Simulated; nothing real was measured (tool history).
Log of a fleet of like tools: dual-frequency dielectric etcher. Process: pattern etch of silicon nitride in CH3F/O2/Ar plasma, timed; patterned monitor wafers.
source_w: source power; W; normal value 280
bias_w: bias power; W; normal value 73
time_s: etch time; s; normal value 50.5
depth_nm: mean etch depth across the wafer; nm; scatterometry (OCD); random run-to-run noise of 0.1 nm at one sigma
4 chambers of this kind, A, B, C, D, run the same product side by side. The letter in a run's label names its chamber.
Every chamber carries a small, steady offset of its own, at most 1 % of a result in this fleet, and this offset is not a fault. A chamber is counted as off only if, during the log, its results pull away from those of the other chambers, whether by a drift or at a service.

run   hour  source_w  bias_w  time_s  read-back reference wafer on the same gauge, depth_nm  depth_nm
 1D   14.2       280      73    50.5                                                 30.213    31.301
 2C   25.1       280      73    50.5                                                 30.208    30.956
 3A   40.4       280      73    50.5                                                 30.217    30.842
 4B   51.6       280      73    50.5                                                 30.218    31.245
 5A   61.4       280      73    50.5                                                 30.179    30.700
 6B   70.7       280      73    50.5                                                 30.194    30.951
 7D   80.6       280      73    50.5                                                 30.197    31.262
 8C   89.2       280      73    50.5                                                 30.195    30.993
 9B   97.4       280      73    50.5                                                 30.213    30.979
10A  110.4       280      73    50.5                                                 30.199    30.951
11D  122.9       280      73    50.5                                                 30.222    31.246
12C  131.6       280      73    50.5                                                 30.198    31.298
13B  141.6       280      73    50.5                                                 30.192    31.048
14D  150.5       280      73    50.5                                                 30.209    31.124
15A  161.9       280      73    50.5                                                 30.205    31.122
16C  176.1       280      73    50.5                                                 30.196    31.234
     184.5  -- chamber B: bias power generator calibrated
17A  191.5       280      73    50.5                                                 30.228    31.341
18C  205.2       280      73    50.5                                                 30.206    31.107
19B  218.6       280      73    50.5                                                 30.178    30.703
20D  230.6       280      73    50.5                                                 30.176    31.089
21C  237.6       280      73    50.5                                                 30.182    31.097
22D  249.9       280      73    50.5                                                 30.218    31.107
23A  262.9       280      73    50.5                                                 30.204    31.437
24B  277.6       280      73    50.5                                                 30.191    30.877
     278.7  -- chamber C: wet clean of the chamber
25C  289.8       280      73    50.5                                                 30.193    31.224
26D  297.6       280      73    50.5                                                 30.199    31.169
27B  310.9       280      73    50.5                                                 30.224    30.721

Which is it: a chamber that has drifted or been left off by a service, a gauge drift common to all chambers, or only each chamber's usual small offset? If a chamber is off, name it and its likeliest cause.

Chamber A drifts away from the others.
What lies behind it: etch rate over this chamber's usual, % = 2.76.

Below are 4 candidate recipes for chamber A's next run, each the usual settings with a change, their results shown as question marks. Which of them brings A's results back in line with what the other chambers give on the usual settings?
In-line tolerance around the mean of the other chambers on the usual settings: depth_nm 0.360 nm
28A-1  322.0       280      73    49.5                                                                ?
28A-2  322.0       260      69    50.5                                                                ?
28A-3  322.0       280      73    53.0                                                                ?
28A-4  322.0       280      73    51.5                                                                ?

Average result of the remaining chambers running the usual settings: depth_nm 31.046 nm
  run  depth_nm
28A-1    31.111
28A-2    30.247
28A-3    33.310
28A-4    32.368
28A-1 is the one that brings the chamber's results back in line with the other chambers.

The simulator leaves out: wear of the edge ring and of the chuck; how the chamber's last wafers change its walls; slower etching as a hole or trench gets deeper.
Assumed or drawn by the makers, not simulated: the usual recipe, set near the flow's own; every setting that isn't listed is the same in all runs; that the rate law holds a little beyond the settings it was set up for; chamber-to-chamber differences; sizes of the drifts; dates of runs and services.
